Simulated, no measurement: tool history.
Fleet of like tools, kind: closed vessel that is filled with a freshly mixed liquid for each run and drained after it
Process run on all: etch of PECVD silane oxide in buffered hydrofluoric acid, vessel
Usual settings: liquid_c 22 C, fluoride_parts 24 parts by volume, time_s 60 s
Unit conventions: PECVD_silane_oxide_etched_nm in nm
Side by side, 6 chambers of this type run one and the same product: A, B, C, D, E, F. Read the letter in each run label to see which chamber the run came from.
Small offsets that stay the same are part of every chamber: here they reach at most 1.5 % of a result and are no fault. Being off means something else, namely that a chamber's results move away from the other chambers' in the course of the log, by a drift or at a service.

run   hour  liquid_c  fluoride_parts  time_s  read-back film thickness of the PECVD silane oxide reference wafer, read on the same gauge (nm)  PECVD_silane_oxide_etched_nm
 1F      6        22              24      60                                                                                           30.017                        65.279
 2D     13        22              24      60                                                                                           30.011                        65.244
 3C   20.1        22              24      60                                                                                           29.994                        65.587
 4B   30.2        22              24      60                                                                                           29.965                        64.757
 5E   39.3        22              24      60                                                                                            30.01                        65.139
 6A   50.3        22              24      60                                                                                           30.003                        65.611
 7C   57.7        22              24      90                                                                                           30.007                        98.236
 8A   66.7        22              24      90                                                                                           30.011                        99.326
 9B   75.6        22              24      90                                                                                           30.016                        97.001
10E     85        22              24      90                                                                                            29.98                          97.7
      87.6  -- chamber B: thermometer replaced
11D   91.7        22              24      90                                                                                           29.997                        97.729
      97.7  -- chamber A: thermometer replaced
12F  100.8        22              24      90                                                                                           30.018                         97.68
13D    110      24.5              24      60                                                                                           30.019                        74.704
14B  120.3      24.5              24      60                                                                                           30.008                        74.239
     122.1  -- chamber C: thermometer replaced
15F  127.6      24.5              24      60                                                                                           29.972                        74.619
     133.9  -- chamber D: hydrofluoric acid flow meter replaced
16C  133.9      24.5              24      60                                                                                           30.026                         75.56
17E  142.7      24.5              24      60                                                                                           30.007                        75.244
18A  148.1      24.5              24      60                                                                                           29.992                        75.821
19E  159.2        22              24      75                                                                                           30.007                        82.068
20B  169.2        22              24      75                                                                                            30.02                         81.29
21D  179.2        22              24      75                                                                                           30.002                        82.785
22C  184.9        22              24      75                                                                                           30.006                        81.796
     188.4  -- chamber C: hydrofluoric acid flow meter replaced
23A  195.3        22              24      75                                                                                           29.967                        81.975
24F  205.1        22              24      75                                                                                           30.009                        80.949
25F  213.2        22              24      60                                                                                            30.02                        65.088
26B  218.1      18.5              24      80                                                                                           30.017                        71.215
27D  227.3      18.5              24      80                                                                                           30.031                        73.324
28E  236.7      18.5              24      80                                                                                            30.01                        71.508
29C  247.1      18.5              24      80                                                                                           29.996                        72.434
30A  253.5      18.5              24      80                                                                                           30.038                        71.829
31B  260.9      18.5              24      80                                                                                               30                        71.405
32F  271.6        22              24      60                                                                                           30.017                         65.36
33C  279.4        27              24      90                                                                                           30.001                        130.33
34E  290.2        27              24      90                                                                                           30.016                        128.61
35A  298.8        27              24      90                                                                                           29.979                         128.8
36D  303.8        27              24      90                                                                                           29.991                        132.72
37B  311.8        27              24      90                                                                                           30.033                           127
38E    318        27              24      90                                                                                           30.007                           128
39C  323.3        22              24      60                                                                                           29.973                        65.531

What goes on in this fleet: one chamber off, a drifting gauge, or nothing beyond the chambers' own small offsets? Name the chamber and the cause, if any.

It is chamber D that slowly wanders off from its peers.
Likeliest cause: liquid hotter than its thermometer reads (K) = 0.746.

Below are 4 candidate recipes for chamber D's next run, each the usual settings with a change, their results shown as question marks. Which of them brings D's results back in line with what the other chambers give on the usual settings?
A result is in line if it is within this distance of the other chambers' mean on the usual settings: PECVD_silane_oxide_etched_nm 0.85 nm
40D-1  331.4      22.5            22.5      60                                                                                                                              ?
40D-2  331.4      22.5            23.5      60                                                                                                                              ?
40D-3  331.4      21.5            24.5      60                                                                                                                              ?
40D-4  331.4      21.5            25.5      60                                                                                                                              ?

What the other chambers average on the usual settings: PECVD_silane_oxide_etched_nm 65.329 nm
  run  PECVD_silane_oxide_etched_nm
40D-1                        72.859
40D-2                        70.675
40D-3                         64.99
40D-4                        63.195
40D-3 brings the chamber back in line.
